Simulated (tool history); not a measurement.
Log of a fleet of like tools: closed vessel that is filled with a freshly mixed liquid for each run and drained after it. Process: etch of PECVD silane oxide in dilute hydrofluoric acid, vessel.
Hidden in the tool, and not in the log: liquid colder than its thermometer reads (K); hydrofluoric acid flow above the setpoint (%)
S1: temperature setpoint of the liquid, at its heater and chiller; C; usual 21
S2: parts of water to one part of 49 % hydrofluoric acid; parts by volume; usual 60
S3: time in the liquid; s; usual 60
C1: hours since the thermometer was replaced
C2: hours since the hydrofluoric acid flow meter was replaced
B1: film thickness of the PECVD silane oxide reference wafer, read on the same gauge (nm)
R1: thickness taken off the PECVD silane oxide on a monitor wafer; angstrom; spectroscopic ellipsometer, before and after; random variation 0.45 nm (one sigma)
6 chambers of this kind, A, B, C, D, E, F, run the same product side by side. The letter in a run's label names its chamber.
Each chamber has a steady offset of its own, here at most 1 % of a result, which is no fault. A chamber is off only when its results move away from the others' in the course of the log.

| run | hour | S1 | S2 | S3 | C1 | C2 | B1 | R1 |
|---|---|---|---|---|---|---|---|---|
| 1E | 8.7 | 21 | 60 | 60 | 646.8 | 730.1 | 120.02 | 462.93 |
| 2F | 23.9 | 21 | 60 | 60 | 409.4 | 492.7 | 119.99 | 461.69 |
| 3B | 39.9 | 21 | 60 | 60 | 1531.9 | 1539.4 | 120.01 | 460.36 |
| 4A | 52.9 | 21 | 60 | 60 | 652.2 | 1720.9 | 120.05 | 466.64 |
| 5D | 61.2 | 21 | 60 | 60 | 738.4 | 233.6 | 120.01 | 469.54 |
| 6C | 74.4 | 21 | 60 | 60 | 860.7 | 292.9 | 119.96 | 456.03 |
| 7C | 89.6 | 21 | 60 | 60 | 875.9 | 308.1 | 119.94 | 465.88 |
| 8F | 104.2 | 21 | 60 | 60 | 489.7 | 573 | 120.07 | 453.61 |
| 9A | 117.5 | 21 | 60 | 60 | 716.8 | 1785.5 | 119.99 | 459.96 |
|  | 123.8 | chamber D: thermometer replaced |
| 10D | 128.3 | 21 | 60 | 60 | 4.5 | 300.7 | 120.01 | 463.99 |
| 11E | 143.3 | 21 | 60 | 60 | 781.4 | 864.7 | 119.98 | 460.56 |
| 12B | 155.4 | 21 | 60 | 60 | 1647.4 | 1654.9 | 120 | 463.8 |
| 13C | 162.8 | 21 | 60 | 60 | 949.1 | 381.3 | 120 | 470.5 |
| 14D | 175.7 | 21 | 60 | 60 | 51.9 | 348.1 | 120.01 | 462.34 |
| 15E | 187.3 | 21 | 60 | 60 | 825.4 | 908.7 | 119.98 | 453.66 |
| 16F | 198.8 | 21 | 60 | 60 | 584.3 | 667.6 | 120.02 | 462.92 |
| 17B | 211.9 | 21 | 60 | 60 | 1703.9 | 1711.4 | 119.98 | 468.98 |
|  | 212.1 | chamber C: thermometer replaced |
| 18A | 224.1 | 21 | 60 | 60 | 823.4 | 1892.1 | 120.02 | 457.51 |
| 19F | 239.1 | 21 | 60 | 60 | 624.6 | 707.9 | 120.04 | 464.75 |
| 20A | 253.8 | 21 | 60 | 60 | 853.1 | 1921.8 | 120 | 455.94 |
| 21E | 268.9 | 21 | 60 | 60 | 907 | 990.3 | 120.03 | 454.45 |
| 22D | 276.1 | 21 | 60 | 60 | 152.3 | 448.5 | 120 | 471.74 |
| 23B | 285.5 | 21 | 60 | 60 | 1777.5 | 1785 | 120.01 | 468.24 |
|  | 292.8 | chamber E: thermometer replaced |
| 24C | 297.8 | 21 | 60 | 60 | 85.7 | 516.3 | 120.05 | 462.33 |
| 25D | 312.5 | 21 | 60 | 60 | 188.7 | 484.9 | 120.01 | 470.31 |
| 26A | 325.7 | 21 | 60 | 60 | 925 | 1993.7 | 120.02 | 467.24 |
| 27B | 339.4 | 21 | 60 | 60 | 1831.4 | 1838.9 | 120.03 | 463.82 |
| 28F | 350.4 | 21 | 60 | 60 | 735.9 | 819.2 | 119.98 | 444.1 |
| 29E | 363.6 | 21 | 60 | 60 | 70.9 | 1085 | 119.97 | 466.33 |
| 30C | 377.8 | 21 | 60 | 60 | 165.7 | 596.3 | 120.04 | 464.63 |
| 31C | 391.2 | 21 | 60 | 60 | 179.1 | 609.7 | 120 | 468.11 |
| 32E | 399.4 | 21 | 60 | 60 | 106.7 | 1120.8 | 120.02 | 460.55 |
| 33B | 407.6 | 21 | 60 | 60 | 1899.6 | 1907.1 | 119.98 | 467.09 |
| 34A | 423.1 | 21 | 60 | 60 | 1022.4 | 2091.1 | 120.04 | 469.18 |
| 35D | 431.4 | 21 | 60 | 60 | 307.6 | 603.8 | 119.96 | 466.69 |
| 36F | 438.6 | 25.5 | 45 | 60 | 824.1 | 907.4 | 120 | 696.21 |
| 37A | 447.9 | 25.5 | 45 | 60 | 1047.2 | 2115.9 | 120.02 | 752.63 |
| 38C | 462.5 | 25.5 | 45 | 60 | 250.4 | 681 | 120.02 | 756.23 |
| 39D | 472.2 | 25.5 | 45 | 60 | 348.4 | 644.6 | 119.99 | 753.6 |
| 40F | 484.3 | 25.5 | 45 | 60 | 869.8 | 953.1 | 120.01 | 695.92 |
| 41E | 498.4 | 25.5 | 45 | 60 | 205.7 | 1219.8 | 120.02 | 758.16 |
| 42B | 510.5 | 21 | 60 | 60 | 2002.5 | 2010 | 119.99 | 466.86 |
| 43B | 519.3 | 21 | 60 | 60 | 2011.3 | 2018.8 | 119.97 | 468.57 |

What goes on in this fleet: one chamber off, a drifting gauge, or nothing beyond the chambers' own small offsets? Name the chamber and the cause, if any.

Chamber F drifts away from the others.
Cause: liquid colder than its thermometer reads (K) = 2.56.
The log may not tell that from: hydrofluoric acid flow below the setpoint (%).

Here are 4 candidates for chamber F's next run, each the usual settings with a change, their results left as question marks. Which one brings its results back in line with what the others give on the usual settings?
In line means no further than this from the other chambers' mean on the usual settings: R1 16 angstrom
| 44F-1 | 531 | 20 | 60 | 60 |  |  |  | ? |
| 44F-2 | 531 | 20.5 | 60 | 55 |  |  |  | ? |
| 44F-3 | 531 | 22 | 60 | 60 |  |  |  | ? |
| 44F-4 | 531 | 21.5 | 60 | 65 |  |  |  | ? |

The other chambers' mean on the usual settings: R1 464.44 angstrom
| run | R1 |
|---|---|
| 44F-1 | 399.15 |
| 44F-2 | 373.84 |
| 44F-3 | 434.2 |
| 44F-4 | 460.7 |
44F-4 brings the chamber back in line.

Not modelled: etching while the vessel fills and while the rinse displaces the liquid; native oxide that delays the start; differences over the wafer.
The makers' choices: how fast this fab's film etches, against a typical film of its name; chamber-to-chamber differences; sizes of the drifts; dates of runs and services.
